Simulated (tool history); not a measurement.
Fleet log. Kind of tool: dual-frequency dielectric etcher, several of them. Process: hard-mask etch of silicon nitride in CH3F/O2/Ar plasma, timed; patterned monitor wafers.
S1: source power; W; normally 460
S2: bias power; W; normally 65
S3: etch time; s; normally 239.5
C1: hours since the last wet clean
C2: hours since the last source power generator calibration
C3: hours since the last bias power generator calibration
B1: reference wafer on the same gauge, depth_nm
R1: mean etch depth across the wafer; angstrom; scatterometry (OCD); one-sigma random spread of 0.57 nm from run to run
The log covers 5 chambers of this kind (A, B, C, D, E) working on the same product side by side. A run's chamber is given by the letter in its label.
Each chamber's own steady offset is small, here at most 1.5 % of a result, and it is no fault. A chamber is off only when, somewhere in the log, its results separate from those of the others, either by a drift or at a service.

| run | hour | S1 | S2 | S3 | C1 | C2 | C3 | B1 | R1 |
|---|---|---|---|---|---|---|---|---|---|
| 1A | 2.1 | 460 | 65 | 239.5 | 275.8 | 2964.4 | 2367.5 | 183.96 | 1732.3 |
| 2C | 6.3 | 460 | 65 | 239.5 | 458.9 | 1560.1 | 3230.8 | 184.04 | 1711.9 |
| 3B | 9.0 | 460 | 65 | 239.5 | 310.2 | 1306.3 | 866.3 | 183.96 | 1692.4 |
| 4E | 13.1 | 460 | 65 | 239.5 | 29.8 | 963.9 | 4074.0 | 183.99 | 1716.3 |
| 5D | 15.9 | 460 | 65 | 239.5 | 451.3 | 2860.7 | 3057.3 | 183.99 | 1717.6 |
| 6B | 19.1 | 460 | 65 | 239.5 | 320.3 | 1316.4 | 876.4 | 184.08 | 1707.4 |
| 7D | 21.9 | 350 | 65 | 239.5 | 457.3 | 2866.7 | 3063.3 | 184.06 | 1551.6 |
| 8C | 25.4 | 350 | 65 | 239.5 | 478.0 | 1579.2 | 3249.9 | 184.05 | 1547.9 |
| 9E | 28.7 | 350 | 65 | 239.5 | 45.4 | 979.5 | 4089.6 | 184.07 | 1548.5 |
| 10A | 31.7 | 350 | 65 | 239.5 | 305.4 | 2994.0 | 2397.1 | 184.10 | 1568.0 |
| 11C | 35.3 | 350 | 65 | 239.5 | 487.9 | 1589.1 | 3259.8 | 183.99 | 1556.9 |
| 12A | 37.9 | 460 | 65 | 239.5 | 311.6 | 3000.2 | 2403.3 | 183.77 | 1722.3 |
| 13D | 40.8 | 460 | 65 | 239.5 | 476.2 | 2885.6 | 3082.2 | 184.01 | 1716.7 |
| 14E | 44.2 | 460 | 65 | 239.5 | 60.9 | 995.0 | 4105.1 | 184.01 | 1706.0 |
| 15B | 47.4 | 460 | 65 | 239.5 | 348.6 | 1344.7 | 904.7 | 183.97 | 1701.7 |
| 16B | 52.0 | 460 | 65 | 239.5 | 353.2 | 1349.3 | 909.3 | 184.11 | 1704.1 |
|  | 55.9 | chamber B: wet clean of the chamber |
| 17C | 56.3 | 460 | 65 | 239.5 | 508.9 | 1610.1 | 3280.8 | 183.95 | 1727.2 |
| 18E | 59.8 | 460 | 65 | 239.5 | 76.5 | 1010.6 | 4120.7 | 184.02 | 1709.7 |
| 19D | 63.8 | 460 | 65 | 239.5 | 499.2 | 2908.6 | 3105.2 | 183.91 | 1717.1 |
| 20A | 67.9 | 460 | 58 | 199.5 | 341.6 | 3030.2 | 2433.3 | 183.95 | 1389.8 |
| 21B | 71.3 | 460 | 58 | 199.5 | 15.5 | 1368.6 | 928.6 | 183.91 | 1406.0 |
| 22E | 75.8 | 460 | 58 | 199.5 | 92.5 | 1026.6 | 4136.7 | 183.94 | 1380.1 |
| 23C | 79.7 | 460 | 58 | 199.5 | 532.3 | 1633.5 | 3304.2 | 184.04 | 1371.0 |
| 24D | 82.7 | 460 | 58 | 199.5 | 518.1 | 2927.5 | 3124.1 | 183.92 | 1369.2 |
| 25A | 86.8 | 460 | 65 | 239.5 | 360.5 | 3049.1 | 2452.2 | 183.79 | 1731.8 |
| 26C | 89.3 | 460 | 65 | 239.5 | 541.9 | 1643.1 | 3313.8 | 184.20 | 1716.0 |
| 27E | 93.6 | 460 | 65 | 239.5 | 110.3 | 1044.4 | 4154.5 | 184.13 | 1716.6 |
| 28A | 97.2 | 460 | 65 | 239.5 | 370.9 | 3059.5 | 2462.6 | 183.98 | 1735.6 |
| 29D | 101.5 | 460 | 65 | 239.5 | 536.9 | 2946.3 | 3142.9 | 184.09 | 1717.1 |
| 30B | 103.7 | 460 | 65 | 239.5 | 47.9 | 1401.0 | 961.0 | 184.06 | 1740.7 |
| 31D | 107.2 | 460 | 65 | 239.5 | 542.6 | 2952.0 | 3148.6 | 183.92 | 1721.3 |

Is one chamber out of step, is the gauge drifting, or do the chambers differ by no more than their own small offsets? For an off chamber, give its letter and the likeliest cause.

A service on chamber B put it out of line with the rest.
Likeliest cause: etch rate over this chamber's usual, % = 2.73.

Below are 4 candidate recipes for chamber B's next run, each the usual settings with a change, their results shown as question marks. Which of them brings B's results back in line with what the other chambers give on the usual settings?
In line here means within this much of the mean the other chambers give on the usual settings: R1 20.0 angstrom
| 32B-1 | 110.5 | 460 | 65 | 231.5 |  |  |  |  | ? |
| 32B-2 | 110.5 | 460 | 65 | 243.0 |  |  |  |  | ? |
| 32B-3 | 110.5 | 460 | 62 | 239.5 |  |  |  |  | ? |
| 32B-4 | 110.5 | 460 | 66 | 248.5 |  |  |  |  | ? |

Other chambers, usual settings, mean: R1 1718.8 angstrom
| run | R1 |
|---|---|
| 32B-1 | 1689.0 |
| 32B-2 | 1772.9 |
| 32B-3 | 1720.1 |
| 32B-4 | 1822.3 |
The right change is 32B-3: it brings the chamber back within the allowed miss of the others.
